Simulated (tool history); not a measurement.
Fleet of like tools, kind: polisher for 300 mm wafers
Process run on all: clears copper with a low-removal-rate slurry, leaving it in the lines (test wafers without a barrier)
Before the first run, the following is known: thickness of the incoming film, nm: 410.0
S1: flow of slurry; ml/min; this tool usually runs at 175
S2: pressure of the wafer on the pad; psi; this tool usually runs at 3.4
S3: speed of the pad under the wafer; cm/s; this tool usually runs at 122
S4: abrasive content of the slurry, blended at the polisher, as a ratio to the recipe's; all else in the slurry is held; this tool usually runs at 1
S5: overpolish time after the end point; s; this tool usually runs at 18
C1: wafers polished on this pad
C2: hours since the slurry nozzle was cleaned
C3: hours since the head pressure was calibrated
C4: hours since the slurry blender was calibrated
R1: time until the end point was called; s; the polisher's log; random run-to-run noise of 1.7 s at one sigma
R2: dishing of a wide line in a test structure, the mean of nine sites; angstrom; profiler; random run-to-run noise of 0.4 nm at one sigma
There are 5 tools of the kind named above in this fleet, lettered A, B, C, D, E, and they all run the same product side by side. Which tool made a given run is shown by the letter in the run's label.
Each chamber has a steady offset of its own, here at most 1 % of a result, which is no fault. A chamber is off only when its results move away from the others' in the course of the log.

run   hour   S1   S2   S3    S4  S5    C1     C2     C3     C4      R1      R2
 1D    3.4  175  3.4  122     1  18   520   61.1    8.3   36.7  111.59  324.39
 2A    7.5  175  3.4  122     1  18   401  628.5  799.5     79  115.54  316.91
 3B   10.7  175  3.4  122     1  18   766  203.8  516.1   67.8  112.43  319.57
 4E   13.6  175  3.4  122     1  18  1496  439.3  699.7  123.7  111.01  323.94
      13.8  -- chamber E: worn pad replaced by a new one
        14  -- chamber C: worn pad replaced by a new one
      17.8  -- chamber A: head pressure recalibrated
 5C   19.5  175  3.4  122     1  18    59  340.6  492.3   51.7  113.43  316.81
 6A   22.9  175  3.4  122     1  18   569  643.9    5.1   94.4  112.98  319.18
 7B   27.4  175  3.4  122     1  14   948  220.5  532.8   84.5  112.07  279.01
 8C   30.1  175  3.4  122     1  14   175  351.2  502.9   62.3  112.02  274.92
      30.7  -- chamber A: worn pad replaced by a new one
      31.5  -- chamber B: worn pad replaced by a new one
 9E   34.1  175  3.4  122     1  14   221  459.8  720.2  144.2   108.5  273.57
10D   39.6  175  3.4  122     1  14   915   97.3   44.5   72.9  110.91  278.16
11D   44.8  175  3.4  122     1  14   971  102.5   49.7   78.1  114.54  274.97
      47.3  -- chamber D: worn pad replaced by a new one
12C     49  175  3.4  122     1  27   381  370.1  521.8   81.2  111.48  379.09
13A   54.7  175  3.4  122     1  27   261  675.7   36.9  126.2  111.02  386.35
14E   59.2  175  3.4  122     1  27   495  484.9  745.3  169.3  110.97  387.19
15B   64.3  175  3.4  122     1  27   357  257.4  569.7  121.4  110.85  383.55
16E   68.2  175  3.4  122     1  27   593  493.9  754.3  178.3  111.82  387.08
17B   73.9  175  3.4  122     1  18   462    267  579.3    131  112.81  327.91
18D   77.5  175  3.4  122  0.75   8   329  135.2   82.4  110.8  121.26   179.7
19C   83.4  175  3.4  122  0.75   8   755  404.5  556.2  115.6  117.12  180.26
      85.6  -- chamber A: worn pad replaced by a new one
20A   86.1  175  3.4  122  0.75   8     6  707.1   68.3  157.6  120.37  174.61
21B   89.1  175  3.4  122  0.75   8   627  282.2  594.5  146.2  119.97  177.86
22E   92.4  175  3.4  122  0.75   8   857  518.1  778.5  202.5  119.02  176.74
23C   97.4  175  3.4  122     1  18   908  418.5  570.2  129.6  111.58  316.94
24A    101  175  3.4  122     1  18   168    722   83.2  172.5  114.27  318.36
     105.3  -- chamber A: slurry blender recalibrated
25D  106.3  175  3.4  122  0.85   9   643    164  111.2  139.6  116.04   199.4
     108.7  -- chamber B: worn pad replaced by a new one
26D  109.5  175  3.4  122  0.85   9   678  167.2  114.4  142.8  115.52  202.81
27C  114.5  175  3.4  122  0.85   9  1094  435.6  587.3  146.7  116.64  195.59
28B  118.7  175  3.4  122  0.85   9   109  311.8  624.1  175.8  115.56  203.11
29E  123.2  175  3.4  122  0.85   9  1192  548.9  809.3  233.3  112.98  201.72
30A  127.1  175  3.4  122     1  18   453  748.1  109.3   21.8  112.73   318.4

What goes on in this fleet: one chamber off, a drifting gauge, or nothing beyond the chambers' own small offsets? Name the chamber and the cause, if any.

Beyond each chamber's small constant offset nothing stands out, and the gauge stays steady.
